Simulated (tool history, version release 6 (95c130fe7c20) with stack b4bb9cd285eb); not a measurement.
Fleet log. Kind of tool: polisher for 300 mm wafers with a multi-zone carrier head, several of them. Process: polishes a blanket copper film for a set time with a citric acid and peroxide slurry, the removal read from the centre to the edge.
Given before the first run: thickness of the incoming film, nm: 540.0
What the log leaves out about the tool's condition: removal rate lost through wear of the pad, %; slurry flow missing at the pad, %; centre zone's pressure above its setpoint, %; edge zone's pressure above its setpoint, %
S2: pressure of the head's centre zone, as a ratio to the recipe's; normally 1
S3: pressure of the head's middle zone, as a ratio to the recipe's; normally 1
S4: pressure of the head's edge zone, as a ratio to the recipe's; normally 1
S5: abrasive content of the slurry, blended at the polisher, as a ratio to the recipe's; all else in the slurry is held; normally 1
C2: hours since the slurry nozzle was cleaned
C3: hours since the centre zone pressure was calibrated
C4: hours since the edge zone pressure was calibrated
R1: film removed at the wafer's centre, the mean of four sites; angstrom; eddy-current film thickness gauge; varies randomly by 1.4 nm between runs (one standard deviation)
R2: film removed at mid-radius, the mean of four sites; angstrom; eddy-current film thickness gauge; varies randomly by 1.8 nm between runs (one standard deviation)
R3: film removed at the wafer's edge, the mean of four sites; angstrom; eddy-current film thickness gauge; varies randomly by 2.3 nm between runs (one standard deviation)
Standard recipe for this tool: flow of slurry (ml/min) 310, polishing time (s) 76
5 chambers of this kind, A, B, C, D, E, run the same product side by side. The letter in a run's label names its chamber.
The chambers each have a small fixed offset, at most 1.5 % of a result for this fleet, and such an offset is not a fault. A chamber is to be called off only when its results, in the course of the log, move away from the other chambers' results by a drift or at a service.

{"run": "1B", "hour": 7.7, "flow of slurry (ml/min)": 310, "S2": 1, "S3": 1, "S4": 1, "S5": 1, "polishing time (s)": 76, "wafers polished on this pad": 609, "C2": 226.5, "C3": 679.5, "C4": 392.1, "R1": 1847.8, "R2": 1822.9, "R3": 1829.1}
{"hour": 12.7, "done": "chamber D: worn pad replaced by a new one"}
{"run": "2E", "hour": 18.1, "flow of slurry (ml/min)": 310, "S2": 1, "S3": 1, "S4": 1, "S5": 1, "polishing time (s)": 76, "wafers polished on this pad": 297, "C2": 111.6, "C3": 232.5, "C4": 527.5, "R1": 1842.9, "R2": 1869.5, "R3": 1839.8}
{"run": "3D", "hour": 25.1, "flow of slurry (ml/min)": 310, "S2": 1, "S3": 1, "S4": 1, "S5": 1, "polishing time (s)": 76, "wafers polished on this pad": 118, "C2": 478.9, "C3": 67.5, "C4": 32.1, "R1": 1855.1, "R2": 1854.6, "R3": 1881.8}
{"hour": 34.8, "done": "chamber B: centre zone pressure recalibrated"}
{"run": "4A", "hour": 35.9, "flow of slurry (ml/min)": 310, "S2": 1, "S3": 1, "S4": 1, "S5": 1, "polishing time (s)": 76, "wafers polished on this pad": 949, "C2": 205, "C3": 45.2, "C4": 92.9, "R1": 1839.7, "R2": 1869.3, "R3": 1842}
{"hour": 39.0, "done": "chamber C: worn pad replaced by a new one"}
{"hour": 43.0, "done": "chamber E: worn pad replaced by a new one"}
{"run": "5C", "hour": 44.3, "flow of slurry (ml/min)": 310, "S2": 1, "S3": 1, "S4": 1, "S5": 1, "polishing time (s)": 76, "wafers polished on this pad": 50, "C2": 628.2, "C3": 284.9, "C4": 107.2, "R1": 1824.6, "R2": 1843.8, "R3": 1882.3}
{"run": "6C", "hour": 54.0, "flow of slurry (ml/min)": 310, "S2": 1, "S3": 1, "S4": 1, "S5": 1, "polishing time (s)": 76, "wafers polished on this pad": 142, "C2": 637.9, "C3": 294.6, "C4": 116.9, "R1": 1816, "R2": 1860.1, "R3": 1814.9}
{"hour": 55.3, "done": "chamber E: edge zone pressure recalibrated"}
{"hour": 60.5, "done": "chamber C: slurry nozzle cleaned"}
{"run": "7B", "hour": 64.2, "flow of slurry (ml/min)": 310, "S2": 1, "S3": 1, "S4": 1, "S5": 1, "polishing time (s)": 76, "wafers polished on this pad": 1145, "C2": 283, "C3": 29.5, "C4": 448.6, "R1": 1834.6, "R2": 1826.2, "R3": 1871.3}
{"hour": 65.3, "done": "chamber B: worn pad replaced by a new one"}
{"hour": 71.7, "done": "chamber A: worn pad replaced by a new one"}
{"run": "8E", "hour": 76.3, "flow of slurry (ml/min)": 310, "S2": 1, "S3": 1, "S4": 1, "S5": 1, "polishing time (s)": 76, "wafers polished on this pad": 316, "C2": 169.8, "C3": 290.7, "C4": 21.1, "R1": 1837.4, "R2": 1871.1, "R3": 1855.4}
{"run": "9A", "hour": 85.0, "flow of slurry (ml/min)": 310, "S2": 1, "S3": 1, "S4": 1, "S5": 1, "polishing time (s)": 76, "wafers polished on this pad": 126, "C2": 254.1, "C3": 94.3, "C4": 142, "R1": 1820.7, "R2": 1832.3, "R3": 1860.1}
{"run": "10D", "hour": 93.1, "flow of slurry (ml/min)": 310, "S2": 1, "S3": 1, "S4": 1, "S5": 1, "polishing time (s)": 76, "wafers polished on this pad": 763, "C2": 546.9, "C3": 135.5, "C4": 100.1, "R1": 1851.7, "R2": 1860.5, "R3": 1832.5}
{"hour": 98.0, "done": "chamber D: slurry nozzle cleaned"}
{"run": "11D", "hour": 103.0, "flow of slurry (ml/min)": 310, "S2": 1, "S3": 1, "S4": 1, "S5": 1, "polishing time (s)": 76, "wafers polished on this pad": 857, "C2": 5.1, "C3": 145.4, "C4": 110, "R1": 1851.6, "R2": 1817.4, "R3": 1828.7}
{"hour": 103.9, "done": "chamber C: worn pad replaced by a new one"}
{"run": "12A", "hour": 110.4, "flow of slurry (ml/min)": 310, "S2": 1, "S3": 1.11, "S4": 1, "S5": 1, "polishing time (s)": 76, "wafers polished on this pad": 367, "C2": 279.5, "C3": 119.7, "C4": 167.4, "R1": 1837.3, "R2": 1998.1, "R3": 1850.4}
{"hour": 111.2, "done": "chamber E: worn pad replaced by a new one"}
{"hour": 117.2, "done": "chamber E: centre zone pressure recalibrated"}
{"run": "13C", "hour": 122.7, "flow of slurry (ml/min)": 310, "S2": 1, "S3": 1.11, "S4": 1, "S5": 1, "polishing time (s)": 76, "wafers polished on this pad": 179, "C2": 62.3, "C3": 363.3, "C4": 185.6, "R1": 1829.9, "R2": 2024.3, "R3": 1862.4}
{"hour": 127.3, "done": "chamber D: worn pad replaced by a new one"}
{"run": "14E", "hour": 128.6, "flow of slurry (ml/min)": 310, "S2": 1, "S3": 1.11, "S4": 1, "S5": 1, "polishing time (s)": 76, "wafers polished on this pad": 165, "C2": 222.1, "C3": 11.4, "C4": 73.4, "R1": 1859.4, "R2": 2058, "R3": 1825.8}
{"run": "15B", "hour": 138.1, "flow of slurry (ml/min)": 310, "S2": 1, "S3": 1.11, "S4": 1, "S5": 1, "polishing time (s)": 76, "wafers polished on this pad": 691, "C2": 356.9, "C3": 103.4, "C4": 522.5, "R1": 1877.4, "R2": 2009.3, "R3": 1834.3}
{"run": "16A", "hour": 148.1, "flow of slurry (ml/min)": 310, "S2": 1, "S3": 1.11, "S4": 1, "S5": 1, "polishing time (s)": 76, "wafers polished on this pad": 725, "C2": 317.2, "C3": 157.4, "C4": 205.1, "R1": 1823, "R2": 2027.3, "R3": 1894}
{"hour": 153.6, "done": "chamber C: centre zone pressure recalibrated"}
{"run": "17E", "hour": 161.1, "flow of slurry (ml/min)": 310, "S2": 1, "S3": 1, "S4": 1, "S5": 1, "polishing time (s)": 76, "wafers polished on this pad": 473, "C2": 254.6, "C3": 43.9, "C4": 105.9, "R1": 1847.1, "R2": 1882.3, "R3": 1812.4}
{"run": "18C", "hour": 168.8, "flow of slurry (ml/min)": 310, "S2": 1, "S3": 1, "S4": 1, "S5": 1, "polishing time (s)": 76, "wafers polished on this pad": 616, "C2": 108.4, "C3": 15.2, "C4": 231.7, "R1": 1828.2, "R2": 1834.9, "R3": 1897.8}
{"hour": 171.0, "done": "chamber C: worn pad replaced by a new one"}
{"run": "19B", "hour": 175.5, "flow of slurry (ml/min)": 310, "S2": 1, "S3": 1, "S4": 1, "S5": 1, "polishing time (s)": 76, "wafers polished on this pad": 1046, "C2": 394.3, "C3": 140.8, "C4": 559.9, "R1": 1845.3, "R2": 1843, "R3": 1853}
{"hour": 184.5, "done": "chamber E: worn pad replaced by a new one"}
{"run": "20D", "hour": 187.0, "flow of slurry (ml/min)": 310, "S2": 1, "S3": 0.94, "S4": 1, "S5": 1, "polishing time (s)": 76, "wafers polished on this pad": 567, "C2": 89.1, "C3": 229.4, "C4": 194, "R1": 1857.1, "R2": 1757, "R3": 1865.4}
{"hour": 190.0, "done": "chamber B: slurry nozzle cleaned"}
{"hour": 196.8, "done": "chamber A: worn pad replaced by a new one"}
{"run": "21B", "hour": 198.9, "flow of slurry (ml/min)": 310, "S2": 1, "S3": 0.94, "S4": 1, "S5": 1, "polishing time (s)": 76, "wafers polished on this pad": 1268, "C2": 9, "C3": 164.2, "C4": 583.3, "R1": 1833.1, "R2": 1736.1, "R3": 1837.4}
{"hour": 201.6, "done": "chamber B: worn pad replaced by a new one"}
{"run": "22A", "hour": 210.0, "flow of slurry (ml/min)": 310, "S2": 1, "S3": 0.94, "S4": 1, "S5": 1, "polishing time (s)": 76, "wafers polished on this pad": 125, "C2": 379.1, "C3": 219.3, "C4": 267, "R1": 1839.6, "R2": 1699.1, "R3": 1836.7}
{"run": "23E", "hour": 217.6, "flow of slurry (ml/min)": 310, "S2": 1, "S3": 0.94, "S4": 1, "S5": 1, "polishing time (s)": 76, "wafers polished on this pad": 314, "C2": 311.1, "C3": 100.4, "C4": 162.4, "R1": 1835.9, "R2": 1782.4, "R3": 1858}
{"run": "24C", "hour": 230.8, "flow of slurry (ml/min)": 310, "S2": 1, "S3": 0.94, "S4": 1, "S5": 1, "polishing time (s)": 76, "wafers polished on this pad": 567, "C2": 170.4, "C3": 77.2, "C4": 293.7, "R1": 1826.3, "R2": 1729.6, "R3": 1859.1}
{"run": "25D", "hour": 237.6, "flow of slurry (ml/min)": 235, "S2": 1, "S3": 1, "S4": 0.92, "S5": 1, "polishing time (s)": 76, "wafers polished on this pad": 1047, "C2": 139.7, "C3": 280, "C4": 244.6, "R1": 1820.3, "R2": 1816.6, "R3": 1714.7}
{"run": "26C", "hour": 246.2, "flow of slurry (ml/min)": 235, "S2": 1, "S3": 1, "S4": 0.92, "S5": 1, "polishing time (s)": 76, "wafers polished on this pad": 713, "C2": 185.8, "C3": 92.6, "C4": 309.1, "R1": 1744.2, "R2": 1760.3, "R3": 1714}
{"hour": 246.3, "done": "chamber C: worn pad replaced by a new one"}
{"hour": 254.3, "done": "chamber D: worn pad replaced by a new one"}
{"run": "27E", "hour": 255.5, "flow of slurry (ml/min)": 235, "S2": 1, "S3": 1, "S4": 0.92, "S5": 1, "polishing time (s)": 76, "wafers polished on this pad": 674, "C2": 349, "C3": 138.3, "C4": 200.3, "R1": 1790.8, "R2": 1825.3, "R3": 1726.4}
{"hour": 256.8, "done": "chamber E: worn pad replaced by a new one"}
{"hour": 263.8, "done": "chamber C: edge zone pressure recalibrated"}
{"run": "28D", "hour": 268.6, "flow of slurry (ml/min)": 235, "S2": 1, "S3": 1, "S4": 0.92, "S5": 1, "polishing time (s)": 76, "wafers polished on this pad": 136, "C2": 170.7, "C3": 311, "C4": 275.6, "R1": 1777.7, "R2": 1820.3, "R3": 1695.8}
{"run": "29A", "hour": 280.7, "flow of slurry (ml/min)": 235, "S2": 1, "S3": 1, "S4": 0.92, "S5": 1, "polishing time (s)": 76, "wafers polished on this pad": 796, "C2": 449.8, "C3": 290, "C4": 337.7, "R1": 1767.9, "R2": 1800.2, "R3": 1765.5}
{"run": "30B", "hour": 288.0, "flow of slurry (ml/min)": 310, "S2": 1, "S3": 1, "S4": 1, "S5": 1, "polishing time (s)": 76, "wafers polished on this pad": 820, "C2": 98.1, "C3": 253.3, "C4": 672.4, "R1": 1845.9, "R2": 1835.6, "R3": 1789.9}
{"run": "31C", "hour": 300.5, "flow of slurry (ml/min)": 310, "S2": 1, "S3": 1, "S4": 1, "S5": 1, "polishing time (s)": 76, "wafers polished on this pad": 514, "C2": 240.1, "C3": 146.9, "C4": 36.8, "R1": 1816.9, "R2": 1834.5, "R3": 1886.6}
{"run": "32E", "hour": 309.3, "flow of slurry (ml/min)": 310, "S2": 1, "S3": 1, "S4": 1, "S5": 1, "polishing time (s)": 76, "wafers polished on this pad": 498, "C2": 402.8, "C3": 192.1, "C4": 254.1, "R1": 1852.3, "R2": 1887.8, "R3": 1847.6}
{"hour": 314.4, "done": "chamber A: worn pad replaced by a new one"}
{"run": "33B", "hour": 317.5, "flow of slurry (ml/min)": 245, "S2": 1, "S3": 1.04, "S4": 1, "S5": 1, "polishing time (s)": 76, "wafers polished on this pad": 1100, "C2": 127.6, "C3": 282.8, "C4": 701.9, "R1": 1814, "R2": 1862.6, "R3": 1745.5}
{"hour": 327.3, "done": "chamber A: edge zone pressure recalibrated"}
{"run": "34A", "hour": 327.4, "flow of slurry (ml/min)": 245, "S2": 1, "S3": 1.04, "S4": 1, "S5": 1, "polishing time (s)": 76, "wafers polished on this pad": 124, "C2": 496.5, "C3": 336.7, "C4": 0.1, "R1": 1804.9, "R2": 1847.7, "R3": 1772.7}

The same settings go to every chamber for the next run, one line per chamber below. Forecast the results for each:
{"run": "35A", "hour": 337.0, "flow of slurry (ml/min)": 310, "S2": 1, "S3": 1, "S4": 1, "S5": 1, "polishing time (s)": 100, "R1": "?", "R2": "?", "R3": "?"}
{"run": "35B", "hour": 337.0, "flow of slurry (ml/min)": 310, "S2": 1, "S3": 1, "S4": 1, "S5": 1, "polishing time (s)": 100, "R1": "?", "R2": "?", "R3": "?"}
{"run": "35C", "hour": 337.0, "flow of slurry (ml/min)": 310, "S2": 1, "S3": 1, "S4": 1, "S5": 1, "polishing time (s)": 100, "R1": "?", "R2": "?", "R3": "?"}
{"run": "35D", "hour": 337.0, "flow of slurry (ml/min)": 310, "S2": 1, "S3": 1, "S4": 1, "S5": 1, "polishing time (s)": 100, "R1": "?", "R2": "?", "R3": "?"}
{"run": "35E", "hour": 337.0, "flow of slurry (ml/min)": 310, "S2": 1, "S3": 1, "S4": 1, "S5": 1, "polishing time (s)": 100, "R1": "?", "R2": "?", "R3": "?"}

run=35A R1=2418.5 R2=2401.1 R3=2445.2
run=35B R1=2420.9 R2=2418.7 R3=2386.9
run=35C R1=2389 R2=2468.7 R3=2437.5
run=35D R1=2439.4 R2=2398.3 R3=2424.7
run=35E R1=2389.7 R2=2473.8 R3=2432.8
